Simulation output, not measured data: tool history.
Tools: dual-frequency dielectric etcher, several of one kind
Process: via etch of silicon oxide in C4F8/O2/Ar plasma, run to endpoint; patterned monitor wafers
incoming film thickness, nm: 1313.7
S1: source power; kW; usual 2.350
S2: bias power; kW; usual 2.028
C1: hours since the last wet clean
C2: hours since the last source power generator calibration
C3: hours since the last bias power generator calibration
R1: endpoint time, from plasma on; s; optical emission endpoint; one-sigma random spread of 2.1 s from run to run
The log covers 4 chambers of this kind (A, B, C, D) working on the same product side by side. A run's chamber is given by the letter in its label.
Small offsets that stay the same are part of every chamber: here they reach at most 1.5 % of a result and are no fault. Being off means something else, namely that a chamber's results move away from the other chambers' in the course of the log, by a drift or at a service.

run   hour     S1     S2     C1      C2      C3      R1
 1B    9.8  2.350  2.028  262.2  2276.1   501.9  242.23
 2D   21.3  2.350  2.028  639.9    74.0  1688.4  244.80
 3A   34.4  2.350  2.028  255.6   465.3  1100.9  240.12
      36.8  -- chamber D: wet clean of the chamber
 4C   43.0  2.350  2.028  409.0   883.4  1522.2  243.49
      51.9  -- chamber C: wet clean of the chamber
 5D   55.1  2.350  2.028   18.4   107.8  1722.2  244.67
 6B   64.7  2.350  2.028  317.1  2331.0   556.8  238.34
 7C   72.3  2.350  2.028   20.4   912.7  1551.5  245.27
 8A   84.6  2.350  2.028  305.8   515.5  1151.1  242.41
 9A   96.8  2.350  2.028  318.0   527.7  1163.3  243.86
10B  104.7  2.350  2.028  357.1  2371.0   596.8  245.93
11C  116.4  2.350  2.028   64.5   956.8  1595.6  241.77
12D  124.6  2.350  2.028   87.9   177.3  1791.7  247.06
13A  137.2  2.350  2.028  358.4   568.1  1203.7  241.30
14C  147.3  2.350  2.028   95.4   987.7  1626.5  244.04
15B  156.0  2.350  2.028  408.4  2422.3   648.1  242.17
16D  163.0  2.350  2.028  126.3   215.7  1830.1  243.55
17D  172.8  2.350  2.028  136.1   225.5  1839.9  245.08
18A  181.8  2.350  2.028  403.0   612.7  1248.3  240.14
19C  193.0  1.900  2.028  141.1  1033.4  1672.2  263.62
20B  202.2  1.900  2.028  454.6  2468.5   694.3  258.88
21C  209.7  1.900  2.028  157.8  1050.1  1688.9  262.46
22A  217.7  1.900  2.028  438.9   648.6  1284.2  259.93
23D  228.0  2.350  2.028  191.3   280.7  1895.1  245.08
24B  235.5  2.350  1.767  487.9  2501.8   727.6  250.59
25C  242.7  2.350  1.767  190.8  1083.1  1721.9  253.75
26A  249.0  2.350  1.767  470.2   679.9  1315.5  248.00
27B  257.8  2.350  1.767  510.2  2524.1   749.9  248.31
28D  267.2  2.350  1.727  230.5   319.9  1934.3  253.34
29D  277.3  2.350  1.727  240.6   330.0  1944.4  253.05
30B  287.1  2.350  1.727  539.5  2553.4   779.2  256.61
31A  294.9  2.350  1.727  516.1   725.8  1361.4  249.39
32C  301.4  2.900  2.285  249.5  1141.8  1780.6  214.22
33D  309.9  2.900  2.285  273.2   362.6  1977.0  216.56
34A  316.4  2.900  2.285  537.6   747.3  1382.9  215.03
35B  324.3  2.900  2.285  576.7  2590.6   816.4  215.46
36C  334.2  2.350  2.028  282.3  1174.6  1813.4  247.24
37C  341.5  2.350  2.028  289.6  1181.9  1820.7  245.99

One chamber off, gauge drift, or nothing amiss beyond the chambers' own small offsets? If it is a chamber, which one, and what is the likeliest cause?

Beyond each chamber's small constant offset nothing stands out, and the gauge stays steady.
